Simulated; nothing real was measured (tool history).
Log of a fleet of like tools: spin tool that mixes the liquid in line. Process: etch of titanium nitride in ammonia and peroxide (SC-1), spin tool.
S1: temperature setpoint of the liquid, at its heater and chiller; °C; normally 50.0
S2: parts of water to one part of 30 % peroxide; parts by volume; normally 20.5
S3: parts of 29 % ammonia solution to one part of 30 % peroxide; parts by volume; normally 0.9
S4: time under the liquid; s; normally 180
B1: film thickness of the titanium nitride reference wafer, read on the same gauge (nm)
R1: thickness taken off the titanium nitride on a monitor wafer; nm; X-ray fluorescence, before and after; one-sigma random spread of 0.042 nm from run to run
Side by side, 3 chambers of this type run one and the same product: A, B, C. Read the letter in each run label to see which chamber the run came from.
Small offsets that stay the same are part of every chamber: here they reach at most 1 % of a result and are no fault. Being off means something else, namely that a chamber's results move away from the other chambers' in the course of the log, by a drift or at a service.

run 1A hour=4.1 | S1=50.0 S2=20.5 S3=0.9 S4=180 | B1=150.00 | R1=10.3780
run 2B hour=10.4 | S1=50.0 S2=20.5 S3=0.9 S4=180 | B1=149.97 | R1=10.6180
run 3C hour=17.5 | S1=50.0 S2=20.5 S3=0.9 S4=180 | B1=150.02 | R1=10.5100
run 4A hour=23.3 | S1=50.0 S2=20.5 S3=0.9 S4=180 | B1=150.01 | R1=10.3890
run 5C hour=30.3 | S1=50.0 S2=20.5 S3=0.9 S4=180 | B1=150.00 | R1=10.4870
run 6B hour=33.9 | S1=50.0 S2=20.5 S3=0.9 S4=180 | B1=149.99 | R1=10.5830
run 7C hour=37.9 | S1=50.0 S2=20.5 S3=0.9 S4=180 | B1=150.02 | R1=10.5140
run 8A hour=44.9 | S1=50.0 S2=20.5 S3=0.9 S4=180 | B1=149.97 | R1=10.3800
run 9B hour=50.2 | S1=50.0 S2=20.5 S3=0.9 S4=180 | B1=150.01 | R1=10.5430
run 10C hour=54.0 | S1=50.0 S2=20.5 S3=0.9 S4=180 | B1=150.01 | R1=10.4780
run 11A hour=60.8 | S1=50.0 S2=20.5 S3=0.9 S4=180 | B1=149.99 | R1=10.4030
run 12B hour=67.1 | S1=46.5 S2=26.0 S3=0.9 S4=180 | B1=150.00 | R1=7.2305
run 13B hour=73.3 | S1=46.5 S2=26.0 S3=0.9 S4=180 | B1=150.01 | R1=7.1879
run 14A hour=80.2 | S1=46.5 S2=26.0 S3=0.9 S4=180 | B1=150.02 | R1=7.1187
run 15C hour=85.3 | S1=50.0 S2=20.5 S3=0.9 S4=180 | B1=150.00 | R1=10.3400
run 16A hour=92.0 | S1=50.0 S2=20.5 S3=0.9 S4=180 | B1=149.98 | R1=10.3890
run 17C hour=96.0 | S1=50.0 S2=20.5 S3=0.9 S4=180 | B1=150.01 | R1=10.2740
run 18B hour=100.6 | S1=50.0 S2=20.5 S3=1.2 S4=180 | B1=149.99 | R1=11.0510
run 19B hour=105.9 | S1=50.0 S2=20.5 S3=1.2 S4=180 | B1=150.00 | R1=11.0420
run 20A hour=109.6 | S1=50.0 S2=20.5 S3=1.2 S4=180 | B1=150.00 | R1=10.9630
run 21C hour=115.2 | S1=50.0 S2=20.5 S3=0.9 S4=180 | B1=150.02 | R1=10.1660
run 22C hour=118.9 | S1=50.0 S2=20.5 S3=0.9 S4=180 | B1=150.00 | R1=10.1860
-- hour=122.1 chamber C: new drum of ammonia solution connected
run 23B hour=125.8 | S1=50.0 S2=13.5 S3=0.9 S4=180 | B1=149.98 | R1=13.2950
run 24A hour=131.5 | S1=50.0 S2=13.5 S3=0.9 S4=180 | B1=149.98 | R1=13.0030
run 25C hour=135.5 | S1=50.0 S2=13.5 S3=0.9 S4=180 | B1=150.00 | R1=12.6540
run 26A hour=140.9 | S1=50.0 S2=20.5 S3=0.9 S4=180 | B1=149.98 | R1=10.4260
run 27B hour=144.4 | S1=50.0 S2=20.5 S3=0.9 S4=180 | B1=150.01 | R1=10.5440
-- hour=148.6 chamber B: new drum of ammonia solution connected
run 28C hour=149.2 | S1=50.0 S2=20.5 S3=0.9 S4=180 | B1=150.01 | R1=10.0660
run 29B hour=155.1 | S1=50.0 S2=20.5 S3=0.9 S4=180 | B1=150.00 | R1=10.5540
run 30A hour=160.0 | S1=50.0 S2=20.5 S3=0.9 S4=180 | B1=150.01 | R1=10.3860
run 31B hour=167.2 | S1=50.0 S2=20.5 S3=0.9 S4=180 | B1=149.99 | R1=10.5740
run 32A hour=174.3 | S1=50.0 S2=20.5 S3=0.9 S4=180 | B1=149.97 | R1=10.3900

Is one chamber off against the others, does the gauge drift, or is nothing wrong? If a chamber is off, say which, and what the likeliest cause is.

It is chamber C that slowly wanders off from its peers.
Most likely cause: temperature lost on the way to the wafer (K) = 0.716.
With only this log, it may be confused with: liquid colder than its thermometer reads (K).

Here are 4 candidates for chamber C's next run, each the usual settings with a change, their results left as question marks. Which one brings its results back in line with what the others give on the usual settings?
To be in line, a result may differ from the other chambers' mean on the usual settings by at most: R1 0.1500 nm
run 33C-1 hour=179.6 | S1=49.5 S2=21.0 S3=0.90 S4=180 | R1=?
run 33C-2 hour=179.6 | S1=51.5 S2=20.5 S3=0.90 S4=180 | R1=?
run 33C-3 hour=179.6 | S1=50.0 S2=24.0 S3=0.85 S4=180 | R1=?
run 33C-4 hour=179.6 | S1=50.5 S2=20.0 S3=0.90 S4=180 | R1=?

Mean of the other chambers on the usual settings: R1 10.4860 nm
run=33C-1 R1=9.4854
run=33C-2 R1=11.0280
run=33C-3 R1=9.0277
run=33C-4 R1=10.4340
With 33C-4, the chamber falls back in line with the rest.

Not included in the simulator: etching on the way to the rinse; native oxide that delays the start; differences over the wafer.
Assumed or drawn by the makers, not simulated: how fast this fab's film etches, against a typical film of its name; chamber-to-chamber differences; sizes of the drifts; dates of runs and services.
